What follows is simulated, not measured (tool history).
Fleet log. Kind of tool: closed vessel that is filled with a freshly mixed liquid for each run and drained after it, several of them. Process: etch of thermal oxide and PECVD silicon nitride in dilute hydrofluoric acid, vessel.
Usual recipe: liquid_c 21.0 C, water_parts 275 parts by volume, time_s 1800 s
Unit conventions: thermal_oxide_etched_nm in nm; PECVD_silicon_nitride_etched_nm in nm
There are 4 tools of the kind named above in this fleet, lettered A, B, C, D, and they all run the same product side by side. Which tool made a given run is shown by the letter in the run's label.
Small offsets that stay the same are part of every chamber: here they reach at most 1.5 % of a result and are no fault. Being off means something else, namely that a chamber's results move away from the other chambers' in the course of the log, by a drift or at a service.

run,hour,liquid_c,water_parts,time_s,"read-back film thickness of the thermal oxide reference wafer, read on the same gauge (nm)","read-back film thickness of the PECVD silicon nitride reference wafer, read on the same gauge (nm)",thermal_oxide_etched_nm,PECVD_silicon_nitride_etched_nm
1D,10.0,21.0,275,1800,110.05,80.043,23.497,21.498
2B,16.5,21.0,275,1800,110.02,79.986,23.386,21.383
# hour 21.1: chamber A: hydrofluoric acid flow meter replaced
3A,24.5,21.0,275,1800,109.99,80.004,23.489,21.205
4C,31.7,21.0,275,1800,109.98,79.967,23.466,21.156
5C,43.6,21.0,275,1800,109.97,79.982,23.353,20.967
6A,53.2,21.0,275,1800,110.05,80.023,23.783,21.274
7B,63.6,21.0,275,1800,110.02,80.028,23.250,21.536
8D,74.5,21.0,275,1800,110.05,79.988,23.174,21.320
9C,82.2,21.0,275,1800,109.94,79.983,23.498,21.104
10B,91.1,24.5,155,1800,109.96,79.981,53.698,47.452
11D,98.5,24.5,155,1800,109.98,79.975,53.054,46.505
12A,105.7,24.5,155,1800,110.03,80.009,53.158,45.781
13C,113.6,24.5,155,1800,109.97,80.010,53.713,46.197
14A,119.7,21.0,275,1800,110.03,80.002,23.542,21.181
# hour 125.6: chamber C: hydrofluoric acid flow meter replaced
15B,126.2,21.0,275,1800,109.97,79.997,23.466,21.468
16D,133.9,22.5,275,1800,110.02,80.005,24.883,23.560
17A,141.1,22.5,275,1800,110.02,80.006,24.756,23.295
18C,150.7,22.5,275,1800,109.97,79.997,24.815,23.167
19B,161.1,22.5,275,1800,110.02,79.984,24.659,23.510
20D,168.0,21.0,275,1330,110.00,80.006,17.305,15.794
21D,179.2,21.0,275,1330,110.00,79.984,17.394,15.673
22A,188.0,21.0,275,1330,109.98,80.030,17.294,15.763
23B,196.2,21.0,275,1330,109.97,80.021,17.319,15.902
24C,208.8,21.0,275,1800,109.99,79.968,23.515,21.229
25B,217.8,21.0,410,2180,110.00,79.982,16.844,17.621
26C,225.2,21.0,410,2180,110.02,80.031,17.048,17.341
27A,232.9,21.0,410,2180,109.97,80.000,16.989,17.563
28D,244.6,21.0,410,2180,109.96,80.020,16.919,17.620
29C,253.0,25.5,275,1800,110.04,80.019,27.642,27.931
30A,261.5,25.5,275,1800,109.97,79.993,27.530,28.132

Which is it: a chamber that has drifted or been left off by a service, a gauge drift common to all chambers, or only each chamber's usual small offset? If a chamber is off, name it and its likeliest cause.

Nothing is wrong: each chamber keeps only its own small, steady offset and the gauge holds still.
